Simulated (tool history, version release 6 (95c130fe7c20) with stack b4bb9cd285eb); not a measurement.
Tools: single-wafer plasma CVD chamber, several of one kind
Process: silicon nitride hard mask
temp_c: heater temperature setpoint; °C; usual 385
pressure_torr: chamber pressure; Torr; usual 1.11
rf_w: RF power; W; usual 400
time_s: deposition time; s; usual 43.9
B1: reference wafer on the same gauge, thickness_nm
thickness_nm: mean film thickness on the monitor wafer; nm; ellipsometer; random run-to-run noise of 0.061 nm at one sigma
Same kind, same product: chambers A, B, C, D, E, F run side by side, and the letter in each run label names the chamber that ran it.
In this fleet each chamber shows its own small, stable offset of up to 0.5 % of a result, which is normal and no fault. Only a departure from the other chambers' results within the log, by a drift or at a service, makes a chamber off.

-- day=0.067 chamber D: RF generator calibrated
run 1B day=0.308 | temp_c=385 pressure_torr=1.11 rf_w=400 time_s=43.9 | B1=44.102 | thickness_nm=54.644
run 2E day=0.512 | temp_c=385 pressure_torr=1.11 rf_w=400 time_s=43.9 | B1=44.09 | thickness_nm=54.332
run 3C day=0.821 | temp_c=385 pressure_torr=1.11 rf_w=400 time_s=43.9 | B1=44.076 | thickness_nm=54.574
run 4F day=1.154 | temp_c=385 pressure_torr=1.11 rf_w=400 time_s=43.9 | B1=44.078 | thickness_nm=54.624
run 5D day=1.454 | temp_c=385 pressure_torr=1.11 rf_w=400 time_s=43.9 | B1=44.07 | thickness_nm=54.715
run 6A day=1.708 | temp_c=385 pressure_torr=1.11 rf_w=400 time_s=43.9 | B1=44.074 | thickness_nm=54.478
run 7A day=2.067 | temp_c=385 pressure_torr=1.11 rf_w=400 time_s=43.9 | B1=44.053 | thickness_nm=54.487
run 8D day=2.383 | temp_c=385 pressure_torr=1.11 rf_w=400 time_s=43.9 | B1=44.06 | thickness_nm=54.735
run 9B day=2.558 | temp_c=385 pressure_torr=1.11 rf_w=400 time_s=43.9 | B1=44.055 | thickness_nm=54.68
run 10F day=2.812 | temp_c=398 pressure_torr=1.11 rf_w=400 time_s=48 | B1=44.062 | thickness_nm=59.425
run 11C day=3.096 | temp_c=398 pressure_torr=1.11 rf_w=400 time_s=48 | B1=44.045 | thickness_nm=59.265
run 12E day=3.396 | temp_c=398 pressure_torr=1.11 rf_w=400 time_s=48 | B1=44.044 | thickness_nm=59.216
run 13F day=3.738 | temp_c=398 pressure_torr=1.11 rf_w=400 time_s=48 | B1=44.035 | thickness_nm=59.298
run 14A day=4.112 | temp_c=398 pressure_torr=1.11 rf_w=400 time_s=48 | B1=44.019 | thickness_nm=59.172
run 15E day=4.462 | temp_c=398 pressure_torr=1.11 rf_w=400 time_s=48 | B1=44.033 | thickness_nm=59.05
run 16C day=4.633 | temp_c=385 pressure_torr=1.11 rf_w=400 time_s=43.9 | B1=44.033 | thickness_nm=54.424
run 17B day=4.946 | temp_c=385 pressure_torr=1.11 rf_w=400 time_s=43.9 | B1=44.02 | thickness_nm=54.553
run 18D day=5.325 | temp_c=385 pressure_torr=1.11 rf_w=400 time_s=43.9 | B1=44.021 | thickness_nm=54.742
run 19F day=5.688 | temp_c=385 pressure_torr=1.11 rf_w=400 time_s=43.9 | B1=44.011 | thickness_nm=54.507
run 20A day=5.867 | temp_c=385 pressure_torr=1.11 rf_w=400 time_s=43.9 | B1=43.999 | thickness_nm=54.319
run 21D day=6.083 | temp_c=385 pressure_torr=1.11 rf_w=400 time_s=43.9 | B1=44.009 | thickness_nm=54.694
run 22C day=6.417 | temp_c=385 pressure_torr=1.11 rf_w=400 time_s=50.7 | B1=43.993 | thickness_nm=62.836
-- day=6.638 chamber C: RF generator calibrated
run 23B day=6.692 | temp_c=385 pressure_torr=1.11 rf_w=400 time_s=50.7 | B1=43.997 | thickness_nm=62.908
run 24E day=6.988 | temp_c=385 pressure_torr=1.11 rf_w=400 time_s=50.7 | B1=43.979 | thickness_nm=62.706
run 25F day=7.183 | temp_c=385 pressure_torr=1.11 rf_w=400 time_s=50.7 | B1=43.988 | thickness_nm=63.086
run 26E day=7.529 | temp_c=385 pressure_torr=1.11 rf_w=400 time_s=50.7 | B1=43.964 | thickness_nm=62.847
run 27A day=7.704 | temp_c=385 pressure_torr=1.11 rf_w=400 time_s=50.7 | B1=43.974 | thickness_nm=62.725
run 28B day=8.062 | temp_c=385 pressure_torr=1.11 rf_w=400 time_s=43.9 | B1=43.966 | thickness_nm=54.54
run 29D day=8.292 | temp_c=395 pressure_torr=1.11 rf_w=400 time_s=43.9 | B1=43.973 | thickness_nm=54.417
run 30C day=8.671 | temp_c=395 pressure_torr=1.11 rf_w=400 time_s=43.9 | B1=43.957 | thickness_nm=54.262
run 31A day=8.971 | temp_c=395 pressure_torr=1.11 rf_w=400 time_s=43.9 | B1=43.949 | thickness_nm=54.077
run 32E day=9.154 | temp_c=395 pressure_torr=1.11 rf_w=400 time_s=43.9 | B1=43.962 | thickness_nm=54.141
-- day=9.35 chamber C: thermocouple changed; heater temperature recalibrated
run 33C day=9.462 | temp_c=395 pressure_torr=1.11 rf_w=400 time_s=43.9 | B1=43.95 | thickness_nm=53.997
run 34D day=9.742 | temp_c=395 pressure_torr=1.11 rf_w=400 time_s=43.9 | B1=43.94 | thickness_nm=54.286
run 35B day=9.975 | temp_c=385 pressure_torr=1.11 rf_w=400 time_s=43.9 | B1=43.939 | thickness_nm=54.491
run 36F day=10.271 | temp_c=385 pressure_torr=1.11 rf_w=450 time_s=36.1 | B1=43.932 | thickness_nm=48.002
run 37C day=10.467 | temp_c=385 pressure_torr=1.11 rf_w=450 time_s=36.1 | B1=43.932 | thickness_nm=47.831
run 38D day=10.817 | temp_c=385 pressure_torr=1.11 rf_w=450 time_s=36.1 | B1=43.913 | thickness_nm=47.965
run 39B day=11.179 | temp_c=385 pressure_torr=1.11 rf_w=450 time_s=36.1 | B1=43.921 | thickness_nm=47.874
run 40F day=11.504 | temp_c=385 pressure_torr=1.11 rf_w=450 time_s=36.1 | B1=43.924 | thickness_nm=47.995
run 41A day=11.85 | temp_c=385 pressure_torr=1.11 rf_w=450 time_s=36.1 | B1=43.902 | thickness_nm=47.84
run 42E day=12.067 | temp_c=385 pressure_torr=1.11 rf_w=400 time_s=43.9 | B1=43.906 | thickness_nm=54.314

Next, every chamber runs the same settings. What will each give?
run 43A day=12.354 | temp_c=385 pressure_torr=1.11 rf_w=400 time_s=41.3 | thickness_nm=?
run 43B day=12.354 | temp_c=385 pressure_torr=1.11 rf_w=400 time_s=41.3 | thickness_nm=?
run 43C day=12.354 | temp_c=385 pressure_torr=1.11 rf_w=400 time_s=41.3 | thickness_nm=?
run 43D day=12.354 | temp_c=385 pressure_torr=1.11 rf_w=400 time_s=41.3 | thickness_nm=?
run 43E day=12.354 | temp_c=385 pressure_torr=1.11 rf_w=400 time_s=41.3 | thickness_nm=?
run 43F day=12.354 | temp_c=385 pressure_torr=1.11 rf_w=400 time_s=41.3 | thickness_nm=?

run=43A thickness_nm=51.106
run=43B thickness_nm=51.203
run=43C thickness_nm=51.073
run=43D thickness_nm=51.333
run=43E thickness_nm=50.998
run=43F thickness_nm=51.255

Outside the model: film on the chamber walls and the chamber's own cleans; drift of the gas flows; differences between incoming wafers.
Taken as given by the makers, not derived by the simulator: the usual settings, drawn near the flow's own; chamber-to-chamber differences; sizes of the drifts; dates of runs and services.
